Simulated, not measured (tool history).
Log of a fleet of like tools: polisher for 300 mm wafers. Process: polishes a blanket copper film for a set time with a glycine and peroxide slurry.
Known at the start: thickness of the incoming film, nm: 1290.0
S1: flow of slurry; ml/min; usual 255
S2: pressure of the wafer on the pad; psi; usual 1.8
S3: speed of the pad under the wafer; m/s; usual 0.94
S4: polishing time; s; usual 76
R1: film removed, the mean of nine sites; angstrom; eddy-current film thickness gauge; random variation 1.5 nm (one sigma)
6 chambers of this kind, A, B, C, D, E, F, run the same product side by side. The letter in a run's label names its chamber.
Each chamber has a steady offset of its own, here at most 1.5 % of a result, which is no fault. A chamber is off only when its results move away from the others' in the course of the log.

run,hour,S1,S2,S3,S4,R1
1C,13.1,255,1.8,0.94,76,2464.5
2D,26.3,255,1.8,0.94,76,2435.3
# hour 29.6: chamber F: worn pad replaced by a new one
3F,35.6,255,1.8,0.94,76,2404.1
4A,46.2,255,1.8,0.94,76,2398.0
# hour 47.0: chamber D: head pressure recalibrated
5E,60.0,255,1.8,0.94,76,2424.9
6B,71.7,255,1.8,0.94,76,2417.5
# hour 72.9: chamber C: worn pad replaced by a new one
7A,81.7,255,1.8,0.94,76,2398.1
# hour 85.9: chamber D: worn pad replaced by a new one
8E,88.8,255,1.8,0.94,76,2422.1
9F,98.1,255,1.8,0.94,76,2448.1
# hour 106.5: chamber A: worn pad replaced by a new one
10D,110.1,255,1.8,0.94,76,2441.8
# hour 116.6: chamber A: head pressure recalibrated
# hour 121.9: chamber E: worn pad replaced by a new one
11B,124.2,255,1.8,0.94,76,2422.5
# hour 124.7: chamber F: worn pad replaced by a new one
12C,131.8,255,1.8,0.94,76,2430.6
13A,145.1,255,1.8,1.16,76,2834.5
# hour 145.9: chamber D: slurry nozzle cleaned
# hour 151.4: chamber A: slurry nozzle cleaned
# hour 151.6: chamber F: slurry nozzle cleaned
14B,156.7,255,1.8,1.16,76,2855.0
15F,170.3,255,1.8,1.16,76,2817.4
16E,176.7,255,1.8,1.16,76,2840.5
17C,184.5,255,1.8,1.16,76,2829.5
# hour 196.8: chamber B: worn pad replaced by a new one
18D,198.4,255,1.8,1.16,76,2836.3
19A,205.5,205,1.8,0.94,52,1599.8
# hour 216.2: chamber F: worn pad replaced by a new one
20D,216.8,205,1.8,0.94,52,1608.7
21B,224.7,205,1.8,0.94,52,1600.2
22E,238.4,205,1.8,0.94,52,1612.4
23F,246.9,205,1.8,0.94,52,1599.1
# hour 256.6: chamber A: worn pad replaced by a new one
24C,258.8,205,1.8,0.94,52,1618.5
25F,271.6,255,1.4,0.94,52,1382.8
26C,278.1,255,1.4,0.94,52,1376.1
# hour 287.6: chamber D: worn pad replaced by a new one
27E,291.3,255,1.4,0.94,52,1376.3
# hour 299.0: chamber E: worn pad replaced by a new one
28D,302.5,255,1.4,0.94,52,1396.4
# hour 311.2: chamber B: slurry nozzle cleaned
29A,311.7,255,1.4,0.94,52,1387.9
# hour 311.9: chamber F: head pressure recalibrated
# hour 316.4: chamber C: worn pad replaced by a new one
30B,321.8,255,1.4,0.94,52,1351.4
# hour 325.8: chamber F: worn pad replaced by a new one
31E,335.1,255,1.8,0.94,76,2436.9
# hour 348.1: chamber C: slurry nozzle cleaned
32A,348.7,255,1.8,0.94,76,2400.1
33D,358.0,205,1.8,0.94,64,1994.0
34B,371.0,205,1.8,0.94,64,1913.6
# hour 375.4: chamber D: head pressure recalibrated
35F,379.5,205,1.8,0.94,64,1974.0
36C,390.7,205,1.8,0.94,64,1996.5
37C,403.9,205,1.8,0.94,64,2015.9
# hour 404.1: chamber F: slurry nozzle cleaned
38D,416.6,205,1.8,0.94,64,2017.8
39A,425.4,255,1.8,0.94,76,2418.1
# hour 438.9: chamber F: worn pad replaced by a new one
40B,439.0,255,1.8,0.94,76,2315.3
# hour 441.8: chamber B: worn pad replaced by a new one
41E,448.1,255,1.8,0.94,76,2407.0
42F,455.1,255,1.8,0.94,76,2427.0
43E,462.7,255,1.8,0.94,76,2433.7
44B,469.3,255,1.8,0.94,76,2311.7

All 6 chambers run these settings next. Forecast each chamber's results:
45A,479.7,255,1.8,0.94,76,?
45B,479.7,255,1.8,0.94,76,?
45C,479.7,255,1.8,0.94,76,?
45D,479.7,255,1.8,0.94,76,?
45E,479.7,255,1.8,0.94,76,?
45F,479.7,255,1.8,0.94,76,?

run,R1
45A,2382.1
45B,2293.8
45C,2445.6
45D,2441.0
45E,2408.7
45F,2410.7

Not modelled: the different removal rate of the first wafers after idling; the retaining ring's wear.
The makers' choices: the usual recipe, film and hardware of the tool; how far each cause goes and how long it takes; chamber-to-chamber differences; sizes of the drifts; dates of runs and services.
